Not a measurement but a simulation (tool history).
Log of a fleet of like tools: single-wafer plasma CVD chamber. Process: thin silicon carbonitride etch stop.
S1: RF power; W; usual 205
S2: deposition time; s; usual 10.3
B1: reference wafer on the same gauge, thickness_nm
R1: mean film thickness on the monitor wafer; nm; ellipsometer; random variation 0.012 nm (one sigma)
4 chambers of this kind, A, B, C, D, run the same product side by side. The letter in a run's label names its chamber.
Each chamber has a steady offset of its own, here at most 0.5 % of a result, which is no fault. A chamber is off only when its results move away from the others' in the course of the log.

{"run": "1C", "day": 0.142, "S1": 205, "S2": 10.3, "B1": 5.6307, "R1": 5.932}
{"run": "2D", "day": 0.404, "S1": 205, "S2": 10.3, "B1": 5.631, "R1": 5.8903}
{"run": "3B", "day": 0.588, "S1": 205, "S2": 10.3, "B1": 5.63, "R1": 5.9008}
{"run": "4A", "day": 0.754, "S1": 205, "S2": 10.3, "B1": 5.6292, "R1": 5.904}
{"run": "5D", "day": 0.958, "S1": 180, "S2": 10.3, "B1": 5.6318, "R1": 5.6561}
{"run": "6C", "day": 1.167, "S1": 180, "S2": 10.3, "B1": 5.6305, "R1": 5.6956}
{"run": "7A", "day": 1.433, "S1": 180, "S2": 10.3, "B1": 5.6271, "R1": 5.6842}
{"run": "8B", "day": 1.571, "S1": 180, "S2": 10.3, "B1": 5.6301, "R1": 5.667}
{"run": "9D", "day": 1.792, "S1": 205, "S2": 10.3, "B1": 5.6288, "R1": 5.8995}
{"run": "10B", "day": 2.046, "S1": 205, "S2": 11.1, "B1": 5.6312, "R1": 6.3428}
{"run": "11C", "day": 2.229, "S1": 205, "S2": 11.1, "B1": 5.6303, "R1": 6.3401}
{"run": "12A", "day": 2.458, "S1": 205, "S2": 11.1, "B1": 5.6303, "R1": 6.3628}
{"run": "13D", "day": 2.654, "S1": 205, "S2": 11.1, "B1": 5.6288, "R1": 6.337}
{"run": "14C", "day": 2.875, "S1": 205, "S2": 10.3, "B1": 5.6283, "R1": 5.895}
{"run": "15A", "day": 3.008, "S1": 205, "S2": 10.3, "B1": 5.63, "R1": 5.9205}
{"run": "16B", "day": 3.142, "S1": 190, "S2": 9.1, "B1": 5.6331, "R1": 5.0902}
{"run": "17B", "day": 3.392, "S1": 190, "S2": 9.1, "B1": 5.6274, "R1": 5.0918}
{"run": "18C", "day": 3.621, "S1": 190, "S2": 9.1, "B1": 5.6331, "R1": 5.0757}
{"run": "19D", "day": 3.808, "S1": 190, "S2": 9.1, "B1": 5.6312, "R1": 5.0798}
{"run": "20A", "day": 4.038, "S1": 220, "S2": 8.8, "B1": 5.6348, "R1": 5.1589}
{"run": "21C", "day": 4.238, "S1": 220, "S2": 8.8, "B1": 5.6313, "R1": 5.1345}
{"run": "22A", "day": 4.508, "S1": 220, "S2": 8.8, "B1": 5.6279, "R1": 5.1605}
{"run": "23D", "day": 4.762, "S1": 220, "S2": 8.8, "B1": 5.632, "R1": 5.1544}
{"run": "24B", "day": 4.946, "S1": 205, "S2": 10.3, "B1": 5.6292, "R1": 5.8846}
{"run": "25A", "day": 5.096, "S1": 175, "S2": 9.5, "B1": 5.6302, "R1": 5.226}
{"run": "26C", "day": 5.375, "S1": 175, "S2": 9.5, "B1": 5.6342, "R1": 5.1413}
{"run": "27B", "day": 5.525, "S1": 175, "S2": 9.5, "B1": 5.6279, "R1": 5.1816}
{"run": "28D", "day": 5.683, "S1": 175, "S2": 9.5, "B1": 5.6294, "R1": 5.1824}
{"run": "29A", "day": 5.971, "S1": 205, "S2": 10.3, "B1": 5.6306, "R1": 5.9297}
{"run": "30B", "day": 6.158, "S1": 205, "S2": 10.3, "B1": 5.6287, "R1": 5.8839}
{"run": "31C", "day": 6.383, "S1": 225, "S2": 9.4, "B1": 5.6296, "R1": 5.4722}
{"run": "32D", "day": 6.579, "S1": 225, "S2": 9.4, "B1": 5.6315, "R1": 5.5322}
{"run": "33C", "day": 6.717, "S1": 225, "S2": 9.4, "B1": 5.6263, "R1": 5.4791}
{"run": "34B", "day": 6.929, "S1": 225, "S2": 9.4, "B1": 5.6318, "R1": 5.5222}
{"run": "35D", "day": 7.112, "S1": 205, "S2": 10.3, "B1": 5.6294, "R1": 5.8929}
{"run": "36A", "day": 7.246, "S1": 205, "S2": 10.3, "B1": 5.6293, "R1": 5.9239}

All 4 chambers run these settings next. Forecast each chamber's results:
{"run": "37A", "day": 7.45, "S1": 205, "S2": 10.3, "R1": "?"}
{"run": "37B", "day": 7.45, "S1": 205, "S2": 10.3, "R1": "?"}
{"run": "37C", "day": 7.45, "S1": 205, "S2": 10.3, "R1": "?"}
{"run": "37D", "day": 7.45, "S1": 205, "S2": 10.3, "R1": "?"}

run=37A R1=5.9514
run=37B R1=5.8991
run=37C R1=5.8242
run=37D R1=5.9044
